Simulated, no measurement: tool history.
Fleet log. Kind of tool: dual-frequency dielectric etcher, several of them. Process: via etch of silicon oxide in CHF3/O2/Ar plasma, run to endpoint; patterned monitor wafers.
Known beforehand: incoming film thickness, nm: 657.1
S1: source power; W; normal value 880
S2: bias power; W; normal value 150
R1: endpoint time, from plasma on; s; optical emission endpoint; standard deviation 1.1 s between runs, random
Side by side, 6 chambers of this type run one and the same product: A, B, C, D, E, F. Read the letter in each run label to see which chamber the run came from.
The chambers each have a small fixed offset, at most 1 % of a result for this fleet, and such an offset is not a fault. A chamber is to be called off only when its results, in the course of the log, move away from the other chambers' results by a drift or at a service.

run	day	S1	S2	R1
# day 0.112: chamber C: source power generator calibrated
1F	0.142	880	150	306.36
2B	0.312	880	150	304.34
3A	0.592	880	150	306.63
4D	0.779	880	150	304.72
5C	0.988	880	150	301.37
6E	1.208	880	150	304.6
7E	1.462	880	150	305.43
8B	1.679	880	150	305.34
9F	2	880	150	306.12
10C	2.146	880	150	300.91
11A	2.454	880	150	305.72
12D	2.654	880	150	304.73
13B	2.95	880	185	283.31
14E	3.158	880	185	285.61
15A	3.342	880	185	284.99
16D	3.617	880	185	284.17
17C	3.788	880	185	280.13
18F	3.983	880	185	287.31
19A	4.246	880	150	306.09
20B	4.55	880	150	304.95
21C	4.808	880	150	302.35
22E	5.012	880	150	303.96
23F	5.288	950	173	284.94
24D	5.504	950	173	282.68
25D	5.704	950	173	280.56
26A	5.888	950	173	284.48
27C	6.096	950	173	280.78
28E	6.238	950	173	282.86
29B	6.538	880	150	302.47
30F	6.783	880	150	304.76
31A	6.983	880	163	299
32F	7.267	880	163	298.25
33B	7.412	880	163	294.92
34C	7.675	880	163	292.51
# day 7.729: chamber A: wet clean of the chamber
35E	7.833	880	163	297.93
36D	8.154	880	163	295.79
37B	8.321	880	150	303.22
# day 8.338: chamber D: wet clean of the chamber
38D	8.488	880	150	305.63
39F	8.675	880	150	308.03
40C	8.888	880	150	301.06
41A	9.067	880	150	305.47

Has any chamber moved away from the others, gradually or after a service, or does the common gauge drift, or do the chambers differ only by their own small steady offsets? State the chamber and the most likely cause if one applies.

No chamber stands off beyond its own small offset, and the gauge holds steady.
